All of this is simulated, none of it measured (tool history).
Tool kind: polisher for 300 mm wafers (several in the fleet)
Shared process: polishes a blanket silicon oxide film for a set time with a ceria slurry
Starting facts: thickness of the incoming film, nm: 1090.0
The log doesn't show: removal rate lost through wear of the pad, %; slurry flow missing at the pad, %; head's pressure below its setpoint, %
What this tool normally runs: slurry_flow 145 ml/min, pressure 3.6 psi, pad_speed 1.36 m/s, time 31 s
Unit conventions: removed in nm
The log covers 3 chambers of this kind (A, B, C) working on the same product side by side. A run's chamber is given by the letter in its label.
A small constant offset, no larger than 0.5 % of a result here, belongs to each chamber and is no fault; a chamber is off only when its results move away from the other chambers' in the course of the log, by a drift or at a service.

run,hour,slurry_flow,pressure,pad_speed,time,wafers polished on this pad,hours since the slurry nozzle was cleaned,hours since the head pressure was calibrated,removed
1A,11.6,145,3.6,1.36,31,330,562.9,446.2,204.17
2C,20.6,145,3.6,1.36,31,456,114.8,327.9,204.40
3B,33.2,145,3.6,1.36,31,1131,281.7,374.8,204.00
4B,42.2,145,3.6,1.36,31,1224,290.7,383.8,205.53
# hour 49.6: chamber B: worn pad replaced by a new one
5C,51.1,145,3.6,1.36,31,774,145.3,358.4,205.69
6A,58.0,145,3.6,1.36,31,813,609.3,492.6,203.89
# hour 62.3: chamber C: worn pad replaced by a new one
7A,70.0,145,3.6,1.36,31,938,621.3,504.6,206.63
# hour 72.9: chamber A: worn pad replaced by a new one
8C,78.7,145,3.6,1.36,31,171,172.9,386.0,205.23
9B,88.0,145,4.0,1.82,31,399,336.5,429.6,298.96
# hour 97.9: chamber B: head pressure recalibrated
10B,98.4,145,4.0,1.82,31,508,346.9,0.6,306.60
11C,104.2,145,4.0,1.82,31,437,198.4,411.5,304.08
12A,111.9,145,3.6,1.36,31,406,663.2,546.5,204.28
13C,120.7,145,3.6,1.36,31,609,214.9,428.0,205.18
14A,129.1,100,2.6,1.36,31,585,680.4,563.7,138.15
15B,137.7,100,2.6,1.36,31,917,386.2,39.9,136.29
16C,148.4,100,2.6,1.36,31,897,242.6,455.7,135.95
17B,158.4,145,3.6,1.36,31,1133,406.9,60.6,206.00
18A,165.5,145,3.6,1.36,31,964,716.8,600.1,202.12
# hour 166.6: chamber A: head pressure recalibrated
# hour 173.5: chamber C: worn pad replaced by a new one
19B,177.7,145,3.6,1.36,31,1334,426.2,79.9,204.03
# hour 180.4: chamber B: slurry nozzle cleaned
# hour 185.4: chamber B: worn pad replaced by a new one
# hour 189.2: chamber A: worn pad replaced by a new one
20A,189.8,145,3.6,1.36,31,7,741.1,23.3,194.09
21C,201.2,145,3.6,1.36,31,288,295.4,508.5,207.00
22B,206.7,145,3.6,1.36,31,222,26.4,108.9,202.04
23C,216.7,145,3.6,1.36,31,450,310.9,524.0,206.12
24A,224.9,145,3.6,1.36,31,372,776.2,58.4,192.50
25C,234.3,145,3.6,1.36,31,633,328.5,541.6,203.44
26B,245.0,145,3.6,1.36,31,621,64.7,147.2,203.54
27A,250.7,145,3.6,1.36,31,641,802.0,84.2,195.51
# hour 250.9: chamber C: slurry nozzle cleaned
28C,260.5,145,3.6,1.68,31,906,9.6,567.8,253.10
29B,266.7,145,3.6,1.68,31,847,86.4,168.9,251.99
# hour 270.3: chamber A: slurry nozzle cleaned
30A,272.4,145,3.6,1.68,31,867,2.2,105.9,237.12
31C,278.4,145,3.6,1.36,31,1092,27.5,585.7,204.01
# hour 290.2: chamber A: worn pad replaced by a new one
32B,290.8,145,3.6,1.36,31,1098,110.5,193.0,205.29
33A,299.6,145,3.6,1.36,31,98,29.4,133.1,195.38

Read the log: is a single chamber off, either drifting away or since a service, is the gauge that measures every chamber drifting, or is nothing wrong beyond small per-chamber offsets? Name any odd chamber and what most likely caused it.

The work done on chamber A during a service left it standing apart from the others.
Most likely cause: head's pressure below its setpoint, % = 4.69.

Chamber A could run next with any of the 4 candidate recipes listed below; each alters the usual settings, and their results appear as question marks. Which one brings its results back in line with what the other chambers deliver on the usual settings?
In line here means within this much of the mean the other chambers give on the usual settings: removed 6.30 nm
34A-1,308.6,145,3.7,1.42,32,,,,?
34A-2,308.6,145,3.5,1.36,30,,,,?
34A-3,308.6,145,3.7,1.40,31,,,,?
34A-4,308.6,145,3.5,1.30,30,,,,?

What the other chambers average on the usual settings: removed 204.58 nm
run,removed
34A-1,214.20
34A-2,181.84
34A-3,204.59
34A-4,173.82
With 34A-3, the chamber falls back in line with the rest.

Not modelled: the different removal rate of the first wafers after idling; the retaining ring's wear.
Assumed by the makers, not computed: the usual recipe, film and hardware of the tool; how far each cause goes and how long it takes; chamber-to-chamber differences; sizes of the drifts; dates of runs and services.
